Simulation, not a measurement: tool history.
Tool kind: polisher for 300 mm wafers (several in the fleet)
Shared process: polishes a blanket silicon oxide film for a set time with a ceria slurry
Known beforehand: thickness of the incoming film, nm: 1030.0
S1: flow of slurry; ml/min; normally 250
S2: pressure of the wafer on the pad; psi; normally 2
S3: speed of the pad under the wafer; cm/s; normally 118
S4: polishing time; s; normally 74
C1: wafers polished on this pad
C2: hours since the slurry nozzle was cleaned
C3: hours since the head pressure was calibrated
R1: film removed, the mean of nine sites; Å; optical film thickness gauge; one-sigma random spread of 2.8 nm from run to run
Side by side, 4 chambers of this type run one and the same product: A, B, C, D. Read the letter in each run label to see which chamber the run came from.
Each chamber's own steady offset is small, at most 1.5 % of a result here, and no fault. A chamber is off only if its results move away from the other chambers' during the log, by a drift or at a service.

run	hour	S1	S2	S3	S4	C1	C2	C3	R1
1C	5.2	250	2	118	74	1126	590.4	719.5	2898.4
2D	10.8	250	2	118	74	530	45	603.9	2992.8
3A	17.2	250	2	118	74	326	155.7	367.2	2973.2
4B	23.4	250	2	118	74	409	348.3	102.9	2962.2
5D	27.7	250	2	118	74	742	61.9	620.8	2991.9
# hour 33.2: chamber C: worn pad replaced by a new one
6C	34.3	210	2	96	74	14	619.5	748.6	2276.6
7A	38.1	210	2	96	74	588	176.6	388.1	2369.8
8B	44	210	2	96	74	667	368.9	123.5	2355.9
9B	50.7	210	2	96	74	751	375.6	130.2	2354.2
10D	56.3	250	2	118	74	1100	90.5	649.4	2980
11C	60.4	250	2	118	74	341	645.6	774.7	2934.5
# hour 61.4: chamber B: worn pad replaced by a new one
12A	64.2	250	2	118	74	915	202.7	414.2	2923.6
# hour 66.2: chamber A: worn pad replaced by a new one
13D	67.5	195	2	130	74	1240	101.7	660.6	3193.7
# hour 67.9: chamber D: worn pad replaced by a new one
14C	74.1	195	2	130	74	512	659.3	788.4	3193.2
15B	79.6	195	2	130	74	228	404.5	159.1	3199.9
16A	84.3	195	2	130	74	227	222.8	434.3	3152.2
17B	89.6	250	1.5	118	74	353	414.5	169.1	2242.2
18A	93.5	250	1.5	118	74	342	232	443.5	2214.9
19C	98.6	250	1.5	118	74	819	683.8	812.9	2183.1
20D	102.7	250	1.5	118	74	436	136.9	695.8	2210.7
21A	107.1	300	2	118	74	512	245.6	457.1	3043.5
# hour 112.1: chamber C: head pressure recalibrated
22C	113.6	300	2	118	74	1007	698.8	1.5	2692.6
23D	120.2	300	2	118	74	655	154.4	713.3	3077.8
24B	123.3	300	2	118	74	775	448.2	202.8	2968.7
25D	126.2	250	2	118	74	730	160.4	719.3	2997.5
# hour 128.2: chamber B: worn pad replaced by a new one
26A	130.3	250	2	118	74	803	268.8	480.3	2954.8
# hour 131.7: chamber C: worn pad replaced by a new one
27B	134.2	250	2	118	74	75	459.1	213.7	2989.5
28C	137.1	250	2	118	74	68	722.3	25	2648.8
# hour 142: chamber A: worn pad replaced by a new one
29C	143.4	250	2	118	74	147	728.6	31.3	2682.9
30B	149.6	250	2	158	61	268	474.5	229.1	3320.4
31A	153	250	2	158	61	138	291.5	503	3226.8
32D	158.8	250	2	158	61	1139	193	751.9	3253.2
33C	164	250	2	158	61	405	749.2	51.9	2907.5
34B	169.4	250	2	118	74	516	494.3	248.9	2979
35A	172.9	335	2.3	118	74	387	311.4	522.9	3439.9
36D	179.5	335	2.3	118	74	1398	213.7	772.6	3588.2
37A	183.9	335	2.3	118	74	525	322.4	533.9	3475.8
38C	189.5	335	2.3	118	74	724	774.7	77.4	3115.9
# hour 189.7: chamber D: worn pad replaced by a new one
39D	193.5	250	2	118	74	48	227.7	786.6	3005.4

Is one chamber out of step, is the gauge drifting, or do the chambers differ by no more than their own small offsets? For an off chamber, give its letter and the likeliest cause.

Chamber C has stood off from the others ever since a service on it.
Most likely cause: head's pressure below its setpoint, % = 9.75.

Here are 4 candidates for chamber C's next run, each the usual settings with a change, their results left as question marks. Which one brings its results back in line with what the others give on the usual settings?
A result is in line if it is within this distance of the other chambers' mean on the usual settings: R1 97 Å
40C-1	198.3	250	2.1	122	77				?
40C-2	198.3	250	2	148	74				?
40C-3	198.3	250	1.9	114	71				?
40C-4	198.3	250	2	118	59				?

On the usual settings, the other chambers give on average: R1 2974.9 Å
run	R1
40C-1	2986.8
40C-2	3318.1
40C-3	2324.5
40C-4	2106.5
40C-1 puts the chamber back in line with the other chambers.

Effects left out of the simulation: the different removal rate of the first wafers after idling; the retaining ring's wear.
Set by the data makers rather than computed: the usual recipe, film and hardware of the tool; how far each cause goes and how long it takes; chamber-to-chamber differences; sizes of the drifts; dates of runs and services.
